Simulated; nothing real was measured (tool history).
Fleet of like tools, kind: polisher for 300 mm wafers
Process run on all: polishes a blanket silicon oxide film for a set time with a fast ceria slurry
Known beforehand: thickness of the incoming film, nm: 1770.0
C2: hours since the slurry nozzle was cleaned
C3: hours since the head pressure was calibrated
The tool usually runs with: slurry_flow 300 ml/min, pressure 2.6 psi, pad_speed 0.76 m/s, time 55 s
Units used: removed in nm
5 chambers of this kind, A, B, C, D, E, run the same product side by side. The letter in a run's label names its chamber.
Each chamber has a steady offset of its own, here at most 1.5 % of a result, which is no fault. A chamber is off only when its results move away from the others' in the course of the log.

Run 1A, hour 8.5: usual settings; wafers polished on this pad 83; C2 350.2; C3 410.4. Result: removed 596.06 nm.
Run 2B, hour 17.3: usual settings; wafers polished on this pad 970; C2 26.9; C3 438.2. Result: removed 593.76 nm.
Run 3D, hour 23.6: usual settings; wafers polished on this pad 474; C2 500.6; C3 129.7. Result: removed 588.04 nm.
Run 4E, hour 31.3: usual settings; wafers polished on this pad 830; C2 342.2; C3 1238. Result: removed 599.59 nm.
At hour 36.3: chamber D: worn pad replaced by a new one.
At hour 41: chamber E: head pressure recalibrated.
Run 5C, hour 41: usual settings but pressure 1.9 psi, pad_speed 0.54 m/s; wafers polished on this pad 797; C2 397.7; C3 124. Result: removed 306.62 nm.
At hour 47.1: chamber B: worn pad replaced by a new one.
Run 6E, hour 50.2: usual settings but pressure 1.9 psi, pad_speed 0.54 m/s; wafers polished on this pad 973; C2 361.1; C3 9.2. Result: removed 309.05 nm.
Run 7D, hour 59.4: usual settings but pressure 1.9 psi, pad_speed 0.54 m/s; wafers polished on this pad 175; C2 536.4; C3 165.5. Result: removed 301.31 nm.
Run 8A, hour 67.8: usual settings but pressure 1.9 psi, pad_speed 0.54 m/s; wafers polished on this pad 532; C2 409.5; C3 469.7. Result: removed 309.83 nm.
Run 9B, hour 72.2: usual settings but pressure 1.9 psi, pad_speed 0.54 m/s; wafers polished on this pad 190; C2 81.8; C3 493.1. Result: removed 312 nm.
At hour 80: chamber A: worn pad replaced by a new one.
Run 10C, hour 80.9: usual settings; wafers polished on this pad 1099; C2 437.6; C3 163.9. Result: removed 595.73 nm.
At hour 87.2: chamber E: worn pad replaced by a new one.
Run 11B, hour 87.9: usual settings; wafers polished on this pad 308; C2 97.5; C3 508.8. Result: removed 595.67 nm.
At hour 94.1: chamber C: worn pad replaced by a new one.
Run 12E, hour 97.2: usual settings; wafers polished on this pad 76; C2 408.1; C3 56.2. Result: removed 594.78 nm.
Run 13A, hour 102.9: usual settings; wafers polished on this pad 173; C2 444.6; C3 504.8. Result: removed 602.75 nm.
At hour 108.4: chamber D: worn pad replaced by a new one.
Run 14C, hour 111.9: usual settings; wafers polished on this pad 134; C2 468.6; C3 194.9. Result: removed 596.12 nm.
At hour 115.9: chamber A: slurry nozzle cleaned.
Run 15D, hour 117.1: usual settings; wafers polished on this pad 66; C2 594.1; C3 223.2. Result: removed 587.66 nm.
Run 16E, hour 125.2: usual settings; wafers polished on this pad 287; C2 436.1; C3 84.2. Result: removed 597.62 nm.
Run 17C, hour 134.4: usual settings; wafers polished on this pad 304; C2 491.1; C3 217.4. Result: removed 596.33 nm.
Run 18B, hour 141.1: usual settings; wafers polished on this pad 711; C2 150.7; C3 562. Result: removed 589.62 nm.
Run 19D, hour 147.3: usual settings; wafers polished on this pad 294; C2 624.3; C3 253.4. Result: removed 589.45 nm.
Run 20A, hour 154.6: usual settings; wafers polished on this pad 564; C2 38.7; C3 556.5. Result: removed 593.89 nm.
Run 21B, hour 163.5: usual settings; wafers polished on this pad 880; C2 173.1; C3 584.4. Result: removed 594.54 nm.
At hour 164.1: chamber A: worn pad replaced by a new one.
At hour 171.2: chamber E: slurry nozzle cleaned.
Run 22C, hour 171.3: usual settings but time 67 s; wafers polished on this pad 583; C2 528; C3 254.3. Result: removed 717.58 nm.
Run 23D, hour 176.2: usual settings but time 67 s; wafers polished on this pad 512; C2 653.2; C3 282.3. Result: removed 715.29 nm.
Run 24A, hour 185.9: usual settings but time 67 s; wafers polished on this pad 165; C2 70; C3 587.8. Result: removed 724.33 nm.
At hour 187: chamber D: worn pad replaced by a new one.
Run 25E, hour 194.3: usual settings but time 67 s; wafers polished on this pad 810; C2 23.1; C3 153.3. Result: removed 724.53 nm.
At hour 194.7: chamber C: slurry nozzle cleaned.
Run 26C, hour 202.1: usual settings but time 67 s; wafers polished on this pad 816; C2 7.4; C3 285.1. Result: removed 726.1 nm.
Run 27A, hour 209.7: usual settings; wafers polished on this pad 345; C2 93.8; C3 611.6. Result: removed 589.25 nm.
Run 28B, hour 216.4: usual settings; wafers polished on this pad 1280; C2 226; C3 637.3. Result: removed 604.55 nm.
Run 29E, hour 224.3: usual settings; wafers polished on this pad 1037; C2 53.1; C3 183.3. Result: removed 596.66 nm.
Run 30D, hour 233.4: usual settings; wafers polished on this pad 351; C2 710.4; C3 339.5. Result: removed 585.38 nm.
Run 31A, hour 242.9: usual settings; wafers polished on this pad 596; C2 127; C3 644.8. Result: removed 597.71 nm.
Run 32D, hour 252.3: usual settings; wafers polished on this pad 493; C2 729.3; C3 358.4. Result: removed 586.44 nm.

Has any chamber moved away from the others, gradually or after a service, or does the common gauge drift, or do the chambers differ only by their own small steady offsets? State the chamber and the most likely cause if one applies.

All chambers stay in line apart from their small fixed offsets, and the gauge does not drift.

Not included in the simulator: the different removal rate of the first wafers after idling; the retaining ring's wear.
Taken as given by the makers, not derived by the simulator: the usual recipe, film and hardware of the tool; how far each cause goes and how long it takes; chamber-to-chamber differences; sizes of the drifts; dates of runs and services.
